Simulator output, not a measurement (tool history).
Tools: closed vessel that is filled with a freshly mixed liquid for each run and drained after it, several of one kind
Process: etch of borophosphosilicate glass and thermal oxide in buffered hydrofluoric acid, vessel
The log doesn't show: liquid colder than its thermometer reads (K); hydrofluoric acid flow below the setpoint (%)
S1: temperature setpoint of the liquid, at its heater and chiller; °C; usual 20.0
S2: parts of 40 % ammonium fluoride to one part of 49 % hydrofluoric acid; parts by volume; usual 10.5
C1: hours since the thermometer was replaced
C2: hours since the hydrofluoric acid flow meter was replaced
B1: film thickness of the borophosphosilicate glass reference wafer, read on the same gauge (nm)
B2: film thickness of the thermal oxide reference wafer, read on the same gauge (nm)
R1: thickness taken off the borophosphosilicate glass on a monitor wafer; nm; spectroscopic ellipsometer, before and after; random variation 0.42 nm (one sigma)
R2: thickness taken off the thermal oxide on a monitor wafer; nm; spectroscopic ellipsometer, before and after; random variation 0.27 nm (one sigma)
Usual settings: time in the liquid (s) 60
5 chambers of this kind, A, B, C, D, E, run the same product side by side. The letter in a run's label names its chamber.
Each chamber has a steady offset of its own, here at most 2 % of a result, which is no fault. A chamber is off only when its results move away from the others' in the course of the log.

Run 1D, hour 9.9: usual settings; C1 1539.1; C2 943.1; B1 149.99; B2 90.007. Result: R1 79.813 nm, R2 51.101 nm.
Run 2E, hour 18.9: usual settings; C1 717.6; C2 962.9; B1 150.02; B2 90.002. Result: R1 79.267 nm, R2 49.783 nm.
Run 3C, hour 29.5: usual settings; C1 830.2; C2 561.2; B1 150.00; B2 90.016. Result: R1 80.758 nm, R2 51.570 nm.
Run 4B, hour 43.0: usual settings; C1 426.8; C2 224.3; B1 150.01; B2 90.034. Result: R1 80.383 nm, R2 50.890 nm.
Run 5A, hour 53.5: usual settings; C1 2180.9; C2 1474.8; B1 149.97; B2 89.999. Result: R1 81.073 nm, R2 51.766 nm.
Run 6D, hour 63.9: usual settings; C1 1593.1; C2 997.1; B1 150.02; B2 89.974. Result: R1 79.941 nm, R2 50.947 nm.
Run 7B, hour 71.2: usual settings; C1 455.0; C2 252.5; B1 150.02; B2 90.000. Result: R1 80.382 nm, R2 51.039 nm.
Run 8C, hour 85.6: usual settings; C1 886.3; C2 617.3; B1 149.97; B2 90.024. Result: R1 80.088 nm, R2 51.267 nm.
Run 9E, hour 95.1: usual settings; C1 793.8; C2 1039.1; B1 150.01; B2 90.039. Result: R1 80.003 nm, R2 50.031 nm.
Run 10A, hour 109.4: usual settings; C1 2236.8; C2 1530.7; B1 150.01; B2 89.994. Result: R1 81.729 nm, R2 51.293 nm.
Run 11A, hour 121.8: usual settings; C1 2249.2; C2 1543.1; B1 150.01; B2 90.021. Result: R1 81.951 nm, R2 51.751 nm.
Run 12C, hour 131.4: usual settings but S1 21.5 °C, time in the liquid (s) 75; C1 932.1; C2 663.1; B1 149.99; B2 90.004. Result: R1 109.260 nm, R2 69.648 nm.
Run 13D, hour 142.1: usual settings but S1 21.5 °C, time in the liquid (s) 75; C1 1671.3; C2 1075.3; B1 150.00; B2 89.985. Result: R1 108.700 nm, R2 69.292 nm.
Run 14B, hour 150.2: usual settings but S1 21.5 °C, time in the liquid (s) 75; C1 534.0; C2 331.5; B1 150.01; B2 89.990. Result: R1 108.230 nm, R2 69.651 nm.
Run 15E, hour 160.1: usual settings but S1 21.5 °C, time in the liquid (s) 75; C1 858.8; C2 1104.1; B1 150.04; B2 90.019. Result: R1 108.680 nm, R2 68.112 nm.
At hour 170.0: chamber D: hydrofluoric acid flow meter replaced.
Run 16B, hour 174.1: usual settings but S1 21.5 °C, time in the liquid (s) 75; C1 557.9; C2 355.4; B1 150.03; B2 90.021. Result: R1 107.940 nm, R2 68.964 nm.
At hour 183.8: chamber A: thermometer replaced.
Run 17E, hour 184.4: usual settings; C1 883.1; C2 1128.4; B1 149.99; B2 89.994. Result: R1 80.450 nm, R2 50.289 nm.
Run 18D, hour 192.0: usual settings; C1 1721.2; C2 22.1; B1 149.98; B2 90.002. Result: R1 79.588 nm, R2 51.369 nm.
Run 19C, hour 199.5: usual settings; C1 1000.2; C2 731.2; B1 150.02; B2 90.003. Result: R1 80.413 nm, R2 51.029 nm.
Run 20A, hour 207.9: usual settings; C1 24.2; C2 1629.2; B1 150.00; B2 90.002. Result: R1 82.092 nm, R2 51.589 nm.
Run 21E, hour 214.3: usual settings; C1 913.0; C2 1158.3; B1 150.01; B2 89.973. Result: R1 79.917 nm, R2 49.700 nm.
Run 22C, hour 222.5: usual settings; C1 1023.2; C2 754.2; B1 150.00; B2 90.007. Result: R1 80.553 nm, R2 51.333 nm.
At hour 228.7: chamber A: hydrofluoric acid flow meter replaced.
Run 23B, hour 230.8: usual settings; C1 614.6; C2 412.1; B1 150.03; B2 89.986. Result: R1 80.073 nm, R2 50.442 nm.
Run 24D, hour 239.0: usual settings; C1 1768.2; C2 69.1; B1 150.03; B2 90.005. Result: R1 80.089 nm, R2 51.362 nm.
Run 25A, hour 249.0: usual settings; C1 65.3; C2 20.4; B1 149.97; B2 89.982. Result: R1 81.578 nm, R2 51.436 nm.
Run 26B, hour 263.8: usual settings but S1 22.5 °C; C1 647.6; C2 445.1; B1 149.98; B2 90.001. Result: R1 91.832 nm, R2 58.394 nm.
Run 27D, hour 275.7: usual settings but S1 22.5 °C; C1 1804.9; C2 105.8; B1 150.00; B2 89.987. Result: R1 92.135 nm, R2 58.942 nm.
Run 28E, hour 290.4: usual settings but S1 22.5 °C; C1 989.1; C2 1234.4; B1 150.02; B2 90.025. Result: R1 91.434 nm, R2 57.149 nm.
Run 29A, hour 298.1: usual settings but S1 22.5 °C; C1 114.4; C2 69.5; B1 150.01; B2 90.000. Result: R1 93.239 nm, R2 59.355 nm.
Run 30C, hour 310.7: usual settings but S1 22.5 °C; C1 1111.4; C2 842.4; B1 150.02; B2 89.993. Result: R1 91.792 nm, R2 59.340 nm.
Run 31E, hour 324.4: usual settings; C1 1023.1; C2 1268.4; B1 149.99; B2 89.996. Result: R1 80.147 nm, R2 50.155 nm.

Is one chamber off against the others, does the gauge drift, or is nothing wrong? If a chamber is off, say which, and what the likeliest cause is.

No chamber stands off beyond its own small offset, and the gauge holds steady.

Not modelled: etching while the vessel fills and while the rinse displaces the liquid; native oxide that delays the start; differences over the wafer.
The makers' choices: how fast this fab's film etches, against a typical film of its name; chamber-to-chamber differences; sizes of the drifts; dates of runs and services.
